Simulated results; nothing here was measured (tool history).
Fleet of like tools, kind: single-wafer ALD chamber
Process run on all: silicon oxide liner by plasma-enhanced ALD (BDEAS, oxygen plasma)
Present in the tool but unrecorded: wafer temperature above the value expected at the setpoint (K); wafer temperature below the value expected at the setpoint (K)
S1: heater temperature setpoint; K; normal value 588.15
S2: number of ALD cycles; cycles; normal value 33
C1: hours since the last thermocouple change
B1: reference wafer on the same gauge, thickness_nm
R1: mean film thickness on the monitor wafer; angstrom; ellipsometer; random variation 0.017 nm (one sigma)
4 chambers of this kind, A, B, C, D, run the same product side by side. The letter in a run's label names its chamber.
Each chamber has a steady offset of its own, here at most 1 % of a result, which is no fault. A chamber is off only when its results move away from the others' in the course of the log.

| run | hour | S1 | S2 | C1 | B1 | R1 |
|---|---|---|---|---|---|---|
| 1A | 8.2 | 588.15 | 33 | 900.9 | 2.5807 | 29.99 |
| 2D | 15.2 | 588.15 | 33 | 2030.8 | 2.5791 | 30.259 |
| 3C | 20.1 | 588.15 | 33 | 151 | 2.5793 | 29.9 |
| 4B | 25.1 | 588.15 | 33 | 2073.5 | 2.5786 | 30.369 |
| 5C | 33.3 | 588.15 | 33 | 164.2 | 2.5789 | 29.814 |
| 6A | 37.1 | 588.15 | 33 | 929.8 | 2.5806 | 29.998 |
| 7D | 41.4 | 588.15 | 33 | 2057 | 2.5796 | 30.224 |
| 8B | 48.2 | 588.15 | 33 | 2096.6 | 2.58 | 30.098 |
| 9A | 53.5 | 588.15 | 33 | 946.2 | 2.5787 | 29.933 |
| 10C | 60.3 | 588.15 | 33 | 191.2 | 2.5863 | 29.878 |
| 11D | 66.5 | 588.15 | 33 | 2082.1 | 2.5814 | 30.205 |
| 12B | 72.5 | 588.15 | 33 | 2120.9 | 2.5822 | 29.954 |
|  | 76.1 | chamber D: thermocouple changed; heater temperature recalibrated |
| 13D | 78.1 | 588.15 | 33 | 2.1 | 2.5783 | 30.217 |
| 14C | 83.4 | 588.15 | 33 | 214.3 | 2.5787 | 30.008 |
| 15B | 87.3 | 575.15 | 33 | 2135.7 | 2.5822 | 30.766 |
| 16A | 92.3 | 575.15 | 33 | 985 | 2.5834 | 30.358 |
| 17D | 97.9 | 575.15 | 33 | 21.9 | 2.5776 | 31.014 |
| 18A | 104.3 | 575.15 | 33 | 997 | 2.5776 | 30.579 |
| 19C | 111.5 | 588.15 | 33 | 242.4 | 2.579 | 29.869 |
| 20B | 116.5 | 588.15 | 33 | 2164.9 | 2.5766 | 30.182 |
| 21B | 121.1 | 588.15 | 33 | 2169.5 | 2.5795 | 30.261 |
| 22A | 125.5 | 588.15 | 33 | 1018.2 | 2.5782 | 29.875 |
| 23D | 132.7 | 588.15 | 33 | 56.7 | 2.5824 | 30.276 |
| 24C | 137.3 | 588.15 | 33 | 268.2 | 2.5789 | 30.031 |
| 25D | 142.8 | 588.15 | 33 | 66.8 | 2.5779 | 30.169 |
| 26C | 149.4 | 588.15 | 33 | 280.3 | 2.5771 | 29.509 |
| 27A | 154.7 | 588.15 | 33 | 1047.4 | 2.5813 | 30.142 |
| 28B | 162.7 | 588.15 | 37 | 2211.1 | 2.5755 | 33.579 |
| 29D | 169 | 588.15 | 37 | 93 | 2.5763 | 33.946 |
| 30C | 176.6 | 588.15 | 37 | 307.5 | 2.581 | 32.975 |
| 31A | 184.1 | 588.15 | 37 | 1076.8 | 2.5819 | 33.58 |
| 32B | 191.5 | 588.15 | 33 | 2239.9 | 2.5826 | 30.435 |
| 33D | 197.9 | 588.15 | 33 | 121.9 | 2.5786 | 30.317 |
| 34A | 202.2 | 588.15 | 33 | 1094.9 | 2.5831 | 30.074 |
| 35B | 206.4 | 588.15 | 33 | 2254.8 | 2.5844 | 30.468 |
| 36C | 211.5 | 588.15 | 33 | 342.4 | 2.5797 | 29.897 |
| 37C | 215.6 | 581.15 | 33 | 346.5 | 2.5777 | 30.248 |
| 38D | 223.6 | 581.15 | 33 | 147.6 | 2.5779 | 30.483 |
| 39A | 229.7 | 581.15 | 33 | 1122.4 | 2.5806 | 30.083 |
| 40B | 235.7 | 581.15 | 33 | 2284.1 | 2.58 | 30.325 |
| 41B | 240.8 | 588.15 | 33 | 2289.2 | 2.5792 | 30.386 |
| 42A | 244.7 | 588.15 | 33 | 1137.4 | 2.5783 | 30.288 |
| 43C | 251.7 | 588.15 | 33 | 382.6 | 2.5787 | 29.742 |
| 44D | 256 | 588.15 | 33 | 180 | 2.5814 | 29.919 |

Which is it: a chamber that has drifted or been left off by a service, a gauge drift common to all chambers, or only each chamber's usual small offset? If a chamber is off, name it and its likeliest cause.

Nothing is wrong: each chamber keeps only its own small, steady offset and the gauge holds still.
